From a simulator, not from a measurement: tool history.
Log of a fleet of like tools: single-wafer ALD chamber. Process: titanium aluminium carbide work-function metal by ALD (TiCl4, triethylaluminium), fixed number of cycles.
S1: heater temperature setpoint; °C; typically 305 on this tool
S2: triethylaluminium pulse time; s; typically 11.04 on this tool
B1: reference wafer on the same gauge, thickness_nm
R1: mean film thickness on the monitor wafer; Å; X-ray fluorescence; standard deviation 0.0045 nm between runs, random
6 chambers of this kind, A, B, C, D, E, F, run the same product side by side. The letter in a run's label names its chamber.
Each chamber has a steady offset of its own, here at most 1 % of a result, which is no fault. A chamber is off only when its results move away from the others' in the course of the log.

{"run": "1B", "hour": 5.9, "S1": 305, "S2": 11.04, "B1": 2.0993, "R1": 20.867}
{"run": "2C", "hour": 13.9, "S1": 305, "S2": 11.04, "B1": 2.1, "R1": 20.574}
{"run": "3D", "hour": 19.8, "S1": 305, "S2": 11.04, "B1": 2.0995, "R1": 20.62}
{"run": "4E", "hour": 28.0, "S1": 305, "S2": 11.04, "B1": 2.099, "R1": 20.494}
{"run": "5A", "hour": 39.3, "S1": 305, "S2": 11.04, "B1": 2.0997, "R1": 20.762}
{"run": "6F", "hour": 46.8, "S1": 305, "S2": 11.04, "B1": 2.1015, "R1": 20.579}
{"run": "7B", "hour": 56.9, "S1": 305, "S2": 11.04, "B1": 2.0998, "R1": 20.889}
{"run": "8E", "hour": 68.2, "S1": 305, "S2": 11.04, "B1": 2.0991, "R1": 20.349}
{"run": "9D", "hour": 75.6, "S1": 305, "S2": 11.04, "B1": 2.1007, "R1": 20.607}
{"run": "10A", "hour": 86.2, "S1": 305, "S2": 11.04, "B1": 2.1005, "R1": 20.753}
{"run": "11C", "hour": 95.1, "S1": 305, "S2": 11.04, "B1": 2.0981, "R1": 20.467}
{"run": "12F", "hour": 102.3, "S1": 311, "S2": 7.3, "B1": 2.1006, "R1": 19.897}
{"run": "13A", "hour": 114.5, "S1": 311, "S2": 7.3, "B1": 2.0992, "R1": 19.965}
{"run": "14D", "hour": 124.6, "S1": 311, "S2": 7.3, "B1": 2.1005, "R1": 19.795}
{"run": "15F", "hour": 134.4, "S1": 311, "S2": 7.3, "B1": 2.1011, "R1": 19.907}
{"run": "16C", "hour": 146.7, "S1": 311, "S2": 7.3, "B1": 2.1, "R1": 19.804}
{"run": "17E", "hour": 157.9, "S1": 311, "S2": 7.3, "B1": 2.0994, "R1": 19.529}
{"run": "18B", "hour": 165.4, "S1": 305, "S2": 11.04, "B1": 2.0984, "R1": 20.894}
{"run": "19F", "hour": 176.7, "S1": 305, "S2": 11.04, "B1": 2.1003, "R1": 20.556}
{"run": "20E", "hour": 182.7, "S1": 299, "S2": 9.74, "B1": 2.1, "R1": 19.514}
{"run": "21C", "hour": 189.0, "S1": 299, "S2": 9.74, "B1": 2.0995, "R1": 19.749}
{"run": "22B", "hour": 199.7, "S1": 299, "S2": 9.74, "B1": 2.1, "R1": 20.127}
{"run": "23A", "hour": 206.4, "S1": 299, "S2": 9.74, "B1": 2.0997, "R1": 19.923}
{"run": "24D", "hour": 216.8, "S1": 299, "S2": 9.74, "B1": 2.1002, "R1": 19.688}
{"run": "25C", "hour": 228.5, "S1": 299, "S2": 9.74, "B1": 2.1007, "R1": 19.712}
{"run": "26E", "hour": 236.9, "S1": 305, "S2": 11.04, "B1": 2.0992, "R1": 20.358}
{"run": "27F", "hour": 244.6, "S1": 305, "S2": 11.04, "B1": 2.101, "R1": 20.565}
{"run": "28A", "hour": 255.3, "S1": 316, "S2": 12.84, "B1": 2.0999, "R1": 21.941}
{"hour": 258.1, "done": "chamber B: thermocouple changed; heater temperature recalibrated"}
{"run": "29D", "hour": 265.8, "S1": 316, "S2": 12.84, "B1": 2.1017, "R1": 21.712}
{"run": "30B", "hour": 272.1, "S1": 316, "S2": 12.84, "B1": 2.0993, "R1": 21.979}
{"run": "31A", "hour": 281.6, "S1": 316, "S2": 12.84, "B1": 2.0999, "R1": 21.835}
{"run": "32C", "hour": 290.7, "S1": 316, "S2": 12.84, "B1": 2.0994, "R1": 21.808}
{"run": "33D", "hour": 299.4, "S1": 316, "S2": 12.84, "B1": 2.1006, "R1": 21.786}
{"run": "34E", "hour": 307.7, "S1": 312, "S2": 9.18, "B1": 2.0995, "R1": 20.279}
{"run": "35F", "hour": 316.9, "S1": 312, "S2": 9.18, "B1": 2.0985, "R1": 20.879}
{"hour": 322.7, "done": "chamber C: thermocouple changed; heater temperature recalibrated"}
{"run": "36B", "hour": 322.8, "S1": 312, "S2": 9.18, "B1": 2.1004, "R1": 20.938}
{"run": "37D", "hour": 335.2, "S1": 312, "S2": 9.18, "B1": 2.1001, "R1": 20.689}
{"run": "38E", "hour": 346.2, "S1": 312, "S2": 9.18, "B1": 2.1003, "R1": 20.198}
{"run": "39B", "hour": 352.4, "S1": 312, "S2": 9.18, "B1": 2.1012, "R1": 21.018}
{"run": "40F", "hour": 358.9, "S1": 305, "S2": 11.04, "B1": 2.1004, "R1": 20.62}
{"run": "41C", "hour": 369.5, "S1": 305, "S2": 11.04, "B1": 2.0998, "R1": 20.576}
{"run": "42A", "hour": 376.7, "S1": 305, "S2": 12.42, "B1": 2.1, "R1": 20.987}
{"run": "43D", "hour": 383.4, "S1": 305, "S2": 12.42, "B1": 2.1016, "R1": 20.692}
{"run": "44A", "hour": 395.3, "S1": 305, "S2": 12.42, "B1": 2.0995, "R1": 20.935}

Which is it: a chamber that has drifted or been left off by a service, a gauge drift common to all chambers, or only each chamber's usual small offset? If a chamber is off, name it and its likeliest cause.

Chamber E drifts away from the others.
Likeliest cause: triethylaluminium dose below that of a fresh bottle (%) = 13.8.
The log may not tell that from: wafer temperature below the value expected at the setpoint (K).

Chamber E could run next with any of the 4 candidate recipes listed below; each alters the usual settings, and their results appear as question marks. Which one brings its results back in line with what the other chambers deliver on the usual settings?
Allowed miss from the other chambers' usual-settings mean, per result, to count as in line: R1 0.170 Å
{"run": "45E-1", "hour": 404.6, "S1": 313, "S2": 12.85, "R1": "?"}
{"run": "45E-2", "hour": 404.6, "S1": 299, "S2": 9.56, "R1": "?"}
{"run": "45E-3", "hour": 404.6, "S1": 301, "S2": 10.15, "R1": "?"}
{"run": "45E-4", "hour": 404.6, "S1": 309, "S2": 11.93, "R1": "?"}

On the usual settings, the other chambers give on average: R1 20.655 Å
run=45E-1 R1=21.112
run=45E-2 R1=19.165
run=45E-3 R1=19.519
run=45E-4 R1=20.616
The answer is 45E-4, which returns the chamber to within the allowed miss of the others.
